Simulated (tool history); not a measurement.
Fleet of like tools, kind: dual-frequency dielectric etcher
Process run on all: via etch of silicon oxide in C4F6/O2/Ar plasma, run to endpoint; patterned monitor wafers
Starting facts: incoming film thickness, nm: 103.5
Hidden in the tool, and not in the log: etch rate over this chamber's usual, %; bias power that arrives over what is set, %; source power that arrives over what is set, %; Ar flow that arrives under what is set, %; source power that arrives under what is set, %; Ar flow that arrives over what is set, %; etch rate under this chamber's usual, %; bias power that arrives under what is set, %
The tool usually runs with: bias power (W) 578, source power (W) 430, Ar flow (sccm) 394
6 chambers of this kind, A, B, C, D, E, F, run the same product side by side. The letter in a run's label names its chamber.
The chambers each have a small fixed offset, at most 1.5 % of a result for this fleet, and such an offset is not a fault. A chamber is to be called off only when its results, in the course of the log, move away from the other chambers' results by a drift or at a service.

run   hour  bias power (W)  source power (W)  Ar flow (sccm)  hours since the last wet clean  hours since the last bias power generator calibration  hours since the last source power generator calibration  hours since the last Ar flow controller change  endpoint time (s)
 1F    5.7             578               430             394                            60.7                                                 1489.3                                                    510.7                                           660.1             21.817
 2D    9.7             578               430             394                           220.4                                                   1672                                                   2254.2                                          1564.3             21.723
 3B   13.7             578               430             394                           157.2                                                 3470.2                                                    657.3                                          1867.4             21.613
 4E   21.7             578               430             394                            50.3                                                  645.4                                                   3007.2                                          3619.7             21.729
 5A   26.5             578               430             394                            96.7                                                  609.3                                                     1776                                          4711.4             21.746
 6C   31.3             578               430             394                             163                                                 3202.2                                                    384.4                                           113.7              21.72
 7A   37.7             578               430             394                           107.9                                                  620.5                                                   1787.2                                          4722.6             21.719
 8C   41.5             578               430             394                           173.2                                                 3212.4                                                    394.6                                           123.9             21.748
 9B   45.9             578               430             394                           189.4                                                 3502.4                                                    689.5                                          1899.6             21.605
10F     53             578               430             394                             108                                                 1536.6                                                      558                                           707.4             21.783
11D     58             578               430             394                           268.7                                                 1720.3                                                   2302.5                                          1612.6             21.803
12E     62             578               430             394                            90.6                                                  685.7                                                   3047.5                                            3660              21.38
13E   66.5             578               430             394                            95.1                                                  690.2                                                     3052                                          3664.5             21.346
14B   72.4             456               470             394                           215.9                                                 3528.9                                                      716                                          1926.1             22.883
15C   78.6             456               470             394                           210.3                                                 3249.5                                                    431.7                                             161              23.12
      82.2  -- chamber A: Ar flow controller replaced
16D   83.5             456               470             394                           294.2                                                 1745.8                                                     2328                                          1638.1             22.942
17F   87.6             456               470             394                           142.6                                                 1571.2                                                    592.6                                             742             23.133
18A   94.8             456               470             394                             165                                                  677.6                                                   1844.3                                            12.7             23.082
19C  102.4             456               470             394                           234.1                                                 3273.3                                                    455.5                                           184.8             23.211
20A  110.2             578               430             394                           180.4                                                    693                                                   1859.7                                            28.1             21.626
21E  116.1             578               430             394                           144.7                                                  739.8                                                   3101.6                                          3714.1              21.41
22F  123.1             578               430             394                           178.1                                                 1606.7                                                    628.1                                           777.5             22.014
23D  129.1             578               430             394                           339.8                                                 1791.4                                                   2373.6                                          1683.7             21.653
24B  132.9             578               430             394                           276.4                                                 3589.4                                                    776.5                                          1986.6             21.665
25F  137.7             578               430             394                           192.7                                                 1621.3                                                    642.7                                           792.1             21.998
26E  145.5             624               430             443                           174.1                                                  769.2                                                     3131                                          3743.5             21.136
27A  149.5             624               430             443                           219.7                                                  732.3                                                     1899                                            67.4             21.385
28C  155.2             624               430             443                           286.9                                                 3326.1                                                    508.3                                           237.6             21.754
29B  159.4             624               430             443                           302.9                                                 3615.9                                                      803                                          2013.1             21.343
30D  163.9             624               430             443                           374.6                                                 1826.2                                                   2408.4                                          1718.5             21.358
31F  168.5             624               430             443                           223.5                                                 1652.1                                                    673.5                                           822.9             21.561
32B  175.5             578               430             394                             319                                                   3632                                                    819.1                                          2029.2             21.783
33D  181.4             578               430             394                           392.1                                                 1843.7                                                   2425.9                                            1736              21.77
34C  188.3             578               430             394                             320                                                 3359.2                                                    541.4                                           270.7             22.116
     191.5  -- chamber E: Ar flow controller replaced
35E  192.2             578               430             394                           220.8                                                  815.9                                                   3177.7                                             0.7             21.439
36A  195.9             578               430             394                           266.1                                                  778.7                                                   1945.4                                           113.8             21.639
37A  203.9             578               470             394                           274.1                                                  786.7                                                   1953.4                                           121.8             21.032

All chambers now run identical settings, listed one chamber a line with results as question marks. What results will each chamber show?
38A  209.6             524               430             394                                                                                                                                                                                                                  ?
38B  209.6             524               430             394                                                                                                                                                                                                                  ?
38C  209.6             524               430             394                                                                                                                                                                                                                  ?
38D  209.6             524               430             394                                                                                                                                                                                                                  ?
38E  209.6             524               430             394                                                                                                                                                                                                                  ?
38F  209.6             524               430             394                                                                                                                                                                                                                  ?

run  endpoint time (s)
38A             22.427
38B             22.553
38C             22.967
38D             22.299
38E             22.324
38F             22.654

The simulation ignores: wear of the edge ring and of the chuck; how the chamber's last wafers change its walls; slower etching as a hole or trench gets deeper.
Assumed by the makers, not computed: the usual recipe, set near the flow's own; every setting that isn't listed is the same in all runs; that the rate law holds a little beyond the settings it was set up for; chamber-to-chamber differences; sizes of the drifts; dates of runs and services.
